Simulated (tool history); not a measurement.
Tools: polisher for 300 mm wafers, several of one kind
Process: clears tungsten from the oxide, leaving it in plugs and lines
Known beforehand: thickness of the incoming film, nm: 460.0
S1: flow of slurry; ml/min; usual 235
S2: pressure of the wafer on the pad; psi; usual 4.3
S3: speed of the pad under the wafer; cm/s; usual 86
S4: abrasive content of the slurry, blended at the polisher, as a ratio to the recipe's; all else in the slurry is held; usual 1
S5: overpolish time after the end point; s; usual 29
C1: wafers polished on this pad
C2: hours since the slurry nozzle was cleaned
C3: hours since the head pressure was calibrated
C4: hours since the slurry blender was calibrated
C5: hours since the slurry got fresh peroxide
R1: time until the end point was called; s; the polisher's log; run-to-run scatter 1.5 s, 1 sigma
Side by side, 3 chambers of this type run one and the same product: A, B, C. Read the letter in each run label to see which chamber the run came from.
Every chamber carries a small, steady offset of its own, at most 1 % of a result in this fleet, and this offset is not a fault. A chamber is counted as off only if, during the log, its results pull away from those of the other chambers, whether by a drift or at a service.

run    day   S1   S2  S3  S4  S5    C1     C2      C3     C4     C5      R1
     0.012  -- chamber C: worn pad replaced by a new one
     0.012  -- chamber B: slurry nozzle cleaned
 1C    0.4  235  4.3  86   1  29    99  124.1   740.4    338   57.4  104.62
     0.558  -- chamber B: worn pad replaced by a new one
 2A  0.667  235  4.3  86   1  29   199   28.1  1075.3   99.6   76.3  108.51
 3B  1.112  235  4.3  86   1  29   141   26.4   301.6   79.8   92.7  104.62
     1.117  -- chamber A: slurry tank refilled with fresh slurry and peroxide
 4A  1.438  235  4.3  86   1  29   395   46.6  1093.8  118.1    7.8  107.09
     1.562  -- chamber B: slurry tank refilled with fresh slurry and peroxide
 5C  1.942  235  4.3  86   1  29   492  161.1   777.4    375   94.4  105.05
 6B  2.375  235  4.3  86   1  29   463   56.7   331.9  110.1   19.6  104.04
 7A  2.667  235  4.3  86   1  29   709   76.1  1123.3  147.6   37.3  107.86
     3.058  -- chamber A: worn pad replaced by a new one
 8B  3.075  235  5.1  86   1  41   642   73.5   348.7  126.9   36.4  88.575
     3.154  -- chamber C: worn pad replaced by a new one
     3.283  -- chamber C: slurry tank refilled with fresh slurry and peroxide
 9C  3.604  235  5.1  86   1  41   115    201   817.3  414.9    7.7  88.036
10A  3.867  235  5.1  86   1  41   206  104.9  1152.1  176.4   66.1  91.165
11B  4.188  235  4.3  86   1  29   926  100.2   375.4  153.6   63.1  104.38
12C  4.488  235  4.3  86   1  29   341  222.2   838.5  436.1   28.9  105.28
     4.662  -- chamber C: slurry blender recalibrated
     4.738  -- chamber B: head pressure recalibrated
     4.808  -- chamber A: slurry tank refilled with fresh slurry and peroxide
13B  4.829  235  4.3  86   1  29  1089  115.6     2.2    169   78.5  105.26
14C  5.296  200  4.3  86   1  29   547  241.6   857.9   15.2   48.3  107.24
       5.3  -- chamber B: worn pad replaced by a new one
     5.417  -- chamber B: slurry tank refilled with fresh slurry and peroxide
15A   5.65  200  4.3  86   1  29   662  147.7  1194.9  219.2   20.2  109.82
     6.025  -- chamber A: worn pad replaced by a new one
16A  6.108  200  4.3  86   1  29    21  158.7  1205.9  230.2   31.2  110.39
     6.242  -- chamber C: worn pad replaced by a new one
17C  6.617  235  4.3  86   1  29    95  273.3   889.6   46.9     80  107.34
18B  6.875  235  5.4  86   1  38   402  164.7    51.3  218.1     35  85.777
19B  7.121  235  5.4  86   1  38   465  170.6    57.2    224   40.9  82.127
20A  7.654  235  5.4  86   1  38   416  195.8    1243  267.3   68.3  83.891
21C  7.933  235  4.3  76   1  19   431  304.9   921.2   78.5  111.6  119.64

Decide between three cases: one chamber stands off from its peers, the gauge reading all wafers drifts, or nothing is wrong past each chamber's small offset. Where a chamber is off, say which and what most likely put it there.

No chamber is off and the gauge is stable; the differences are just each chamber's small, constant offset.
